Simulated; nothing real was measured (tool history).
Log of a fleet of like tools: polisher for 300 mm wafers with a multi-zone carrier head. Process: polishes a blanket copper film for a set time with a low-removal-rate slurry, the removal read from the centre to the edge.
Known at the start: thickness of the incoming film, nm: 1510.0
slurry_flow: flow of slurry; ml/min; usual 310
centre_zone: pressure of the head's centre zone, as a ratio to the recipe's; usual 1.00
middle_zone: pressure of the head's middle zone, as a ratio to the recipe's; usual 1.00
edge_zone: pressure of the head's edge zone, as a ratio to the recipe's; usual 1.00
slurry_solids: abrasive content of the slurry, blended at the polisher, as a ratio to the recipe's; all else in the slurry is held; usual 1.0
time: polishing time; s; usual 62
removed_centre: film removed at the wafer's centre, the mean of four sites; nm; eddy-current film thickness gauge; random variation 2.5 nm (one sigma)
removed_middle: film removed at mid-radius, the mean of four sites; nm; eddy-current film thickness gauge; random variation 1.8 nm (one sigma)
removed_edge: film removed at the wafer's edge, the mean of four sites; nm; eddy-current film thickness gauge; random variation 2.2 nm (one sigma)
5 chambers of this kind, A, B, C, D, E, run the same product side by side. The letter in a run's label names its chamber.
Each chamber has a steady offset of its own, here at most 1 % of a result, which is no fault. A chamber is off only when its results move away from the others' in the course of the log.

run	hour	slurry_flow	centre_zone	middle_zone	edge_zone	slurry_solids	time	removed_centre	removed_middle	removed_edge
1D	4.7	310	1.00	1.00	1.00	1.0	62	221.61	226.05	221.50
2A	11.3	310	1.00	1.00	1.00	1.0	62	224.69	222.48	226.94
3E	15.0	310	1.00	1.00	1.00	1.0	62	221.55	226.46	222.90
4B	20.5	310	1.00	1.00	1.00	1.0	62	222.05	222.25	225.90
# hour 21.9: chamber C: slurry nozzle cleaned
5C	28.6	310	1.00	1.00	1.00	1.0	62	219.04	226.74	224.62
6A	34.4	310	1.00	1.00	1.00	1.0	62	225.96	222.00	225.35
7C	40.5	310	1.00	1.00	1.00	1.0	62	227.32	227.27	224.32
8D	44.0	310	1.00	1.00	1.00	1.0	62	222.98	222.51	227.59
9B	49.2	310	1.00	1.00	1.00	1.0	62	222.85	222.43	227.58
10E	53.7	310	1.00	1.00	1.00	1.0	62	225.58	228.80	223.33
11A	60.5	310	1.00	1.00	1.00	1.0	62	225.94	222.25	224.07
12E	65.0	310	1.00	1.00	1.00	1.0	62	225.74	225.50	230.76
13D	72.7	310	1.00	1.00	1.00	1.2	54	202.73	202.33	206.01
# hour 78.6: chamber D: worn pad replaced by a new one
14B	80.2	310	1.00	1.00	1.00	1.2	54	201.11	201.26	205.56
15C	87.1	310	1.00	1.00	1.00	1.2	54	208.53	200.94	202.37
# hour 89.2: chamber A: centre zone pressure recalibrated
16D	92.4	310	1.00	1.00	1.00	1.2	54	199.05	202.52	203.88
17E	96.4	310	1.00	1.00	1.00	1.2	54	206.10	207.37	204.18
18C	104.0	310	1.00	1.00	1.00	1.0	62	228.36	227.15	223.51
19B	108.7	310	1.00	1.00	1.00	1.0	62	224.88	225.11	226.31
20A	114.1	310	1.00	1.00	1.00	1.0	62	222.28	217.90	218.83
21E	121.8	310	1.00	1.00	1.00	1.0	62	222.78	226.35	228.73
22C	130.0	310	1.00	1.00	1.00	1.0	62	228.54	223.70	224.02
# hour 133.1: chamber C: worn pad replaced by a new one
23B	136.3	310	1.00	1.00	1.00	1.0	62	226.23	226.96	226.84
# hour 138.9: chamber E: worn pad replaced by a new one
24A	141.4	310	1.00	1.00	1.00	1.0	62	218.04	217.61	218.89
25D	145.7	310	1.00	1.00	1.00	1.0	62	224.51	224.31	227.81
26E	152.9	310	1.00	1.00	1.00	1.0	62	228.58	226.45	224.02
27C	156.7	310	1.00	1.00	1.00	1.0	62	221.73	223.82	220.46
28A	162.4	310	1.00	1.00	1.00	1.0	62	218.40	215.70	218.99
29B	170.4	310	0.92	1.00	1.00	1.2	62	215.43	233.68	232.52
30D	176.5	310	0.92	1.00	1.00	1.2	62	211.59	230.03	239.72
# hour 178.9: chamber B: worn pad replaced by a new one
31A	183.6	310	0.92	1.00	1.00	1.2	62	207.34	222.50	227.80
# hour 185.4: chamber B: slurry nozzle cleaned
# hour 185.8: chamber E: slurry nozzle cleaned
32E	189.1	310	0.92	1.00	1.00	1.2	62	213.59	239.98	234.67
# hour 190.6: chamber B: centre zone pressure recalibrated
33B	193.9	310	0.92	1.00	1.00	1.2	62	210.51	234.54	234.74
34D	199.4	310	1.00	1.00	1.00	1.0	62	222.29	221.97	224.82
# hour 201.1: chamber D: worn pad replaced by a new one
35C	204.9	310	1.00	1.00	1.00	1.0	62	227.16	224.99	222.42
36D	210.7	310	1.00	1.00	1.00	1.0	62	221.22	224.69	227.30
37E	216.2	310	1.00	1.00	1.00	1.3	62	241.23	237.60	234.72
38B	219.7	310	1.00	1.00	1.00	1.3	62	235.72	237.88	240.86
39A	226.2	310	1.00	1.00	1.00	1.3	62	229.53	225.27	228.76
# hour 233.6: chamber C: slurry nozzle cleaned
40C	234.0	310	1.00	1.00	1.00	1.3	62	235.71	236.21	241.60
41E	238.6	310	1.00	1.00	1.00	1.3	62	238.40	242.99	237.92
42A	245.0	310	1.00	1.00	1.00	1.0	62	210.40	212.19	214.53
43C	252.7	310	1.09	0.92	1.00	1.0	62	241.30	209.10	224.76

Is one chamber off against the others, does the gauge drift, or is nothing wrong? If a chamber is off, say which, and what the likeliest cause is.

Chamber A drifts away from the others.
Cause: removal rate lost through wear of the pad, % = 6.35.
The log may not tell that from: slurry flow missing at the pad, %.

Here are 4 candidates for chamber A's next run, each the usual settings with a change, their results left as question marks. Which one brings its results back in line with what the others give on the usual settings?
In line means no further than this from the other chambers' mean on the usual settings: removed_centre 8.80 nm; removed_middle 6.30 nm; removed_edge 7.80 nm
44A-1	258.5	310	1.00	1.00	1.00	1.0	66	?	?	?
44A-2	258.5	315	1.00	1.00	1.00	1.0	69	?	?	?
44A-3	258.5	310	1.00	1.00	1.00	1.0	58	?	?	?
44A-4	258.5	305	1.00	1.00	1.00	1.0	55	?	?	?

The other chambers' mean on the usual settings: removed_centre 224.28 nm; removed_middle 224.87 nm; removed_edge 225.89 nm
run	removed_centre	removed_middle	removed_edge
44A-1	223.19	223.68	225.63
44A-2	233.75	234.21	236.17
44A-3	196.14	196.56	198.28
44A-4	185.66	186.09	187.79
44A-1 brings the chamber back in line.
